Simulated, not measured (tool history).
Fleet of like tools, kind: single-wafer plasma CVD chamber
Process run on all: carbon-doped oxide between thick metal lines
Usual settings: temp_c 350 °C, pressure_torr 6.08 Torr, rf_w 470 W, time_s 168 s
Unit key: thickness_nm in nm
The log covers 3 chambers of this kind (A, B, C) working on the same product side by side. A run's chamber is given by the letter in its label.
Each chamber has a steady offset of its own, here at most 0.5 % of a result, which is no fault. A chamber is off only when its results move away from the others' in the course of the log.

run	hour	temp_c	pressure_torr	rf_w	time_s	hours since the last thermocouple change	hours since the last RF generator calibration	hours since the last manometer calibration	read-back reference wafer on the same gauge, thickness_nm	thickness_nm
1A	8.7	350	6.08	470	168	64.1	69.5	1311	928.06	835.79
2C	18.5	350	6.08	470	168	488.6	360.1	2462.4	927.53	837.05
# hour 20.6: chamber C: capacitance manometer re-zeroed and calibrated
3B	29.9	350	6.08	470	168	1022.7	1538.4	870.5	927.9	829.85
4C	38	350	6.08	470	168	508.1	379.6	17.4	927.49	838.07
5A	50.7	350	6.08	470	143	106.1	111.5	1353	928.5	709.79
6B	61.3	350	6.08	470	143	1054.1	1569.8	901.9	928.62	707.87
7B	72.6	350	6.08	470	143	1065.4	1581.1	913.2	928.44	709.27
8A	78.7	350	6.08	470	168	134.1	139.5	1381	928.17	836.81
# hour 84.5: chamber B: RF generator calibrated
9C	84.6	350	6.08	470	168	554.7	426.2	64	927.98	833.67
10C	96.7	350	6.08	470	168	566.8	438.3	76.1	927.57	833.78
11A	105.9	350	6.08	470	168	161.3	166.7	1408.2	928.62	834.87
12B	117.9	350	6.08	470	168	1110.7	33.5	958.5	928.02	834.91
13B	129.2	350	6.08	470	168	1122	44.8	969.8	928.16	835.52
14C	135.4	350	6.08	470	168	605.5	477	114.8	927.56	827.65
15A	142.4	350	6.08	470	168	197.8	203.2	1444.7	927.73	833.97
16A	155.2	350	6.08	470	168	210.6	216	1457.5	928.04	833.31
17C	167.6	350	6.08	470	168	637.7	509.2	147	927.74	823.7
18B	175.4	350	6.08	470	168	1168.2	91	1016	928.17	831.41
19C	186.9	350	6.08	470	168	657	528.5	166.3	927.7	816.48
20B	194.3	350	6.08	470	168	1187.1	109.9	1034.9	928.16	831.17
21A	202	350	6.08	470	168	257.4	262.8	1504.3	928.27	838.18
22B	209.4	350	6.08	470	168	1202.2	125	1050	928.27	829.16
23C	216	350	6.08	470	168	686.1	557.6	195.4	928.78	813.42
24A	225.6	350	6.08	470	168	281	286.4	1527.9	928.21	833.02

Is one chamber off against the others, does the gauge drift, or is nothing wrong? If a chamber is off, say which, and what the likeliest cause is.

Chamber C drifts away from the others.
Cause: delivered RF power below the setpoint (%) = 4.09.

Which of the 4 candidates below, each the usual settings with something changed and its results left as question marks, puts chamber C back in line with what the other chambers give on the usual settings?
To be in line, a result may differ from the other chambers' mean on the usual settings by at most: thickness_nm 7.3 nm
25C-1	234.7	350	6.1	475	171					?
25C-2	234.7	350	6.06	465	165					?
25C-3	234.7	354	6.08	470	168					?
25C-4	234.7	350	6.08	475	168					?

On the usual settings, the other chambers give on average: thickness_nm 833.3 nm
run	thickness_nm
25C-1	832.84
25C-2	790.51
25C-3	803.57
25C-4	817.96
25C-1 is the one that brings the chamber's results back in line with the other chambers.
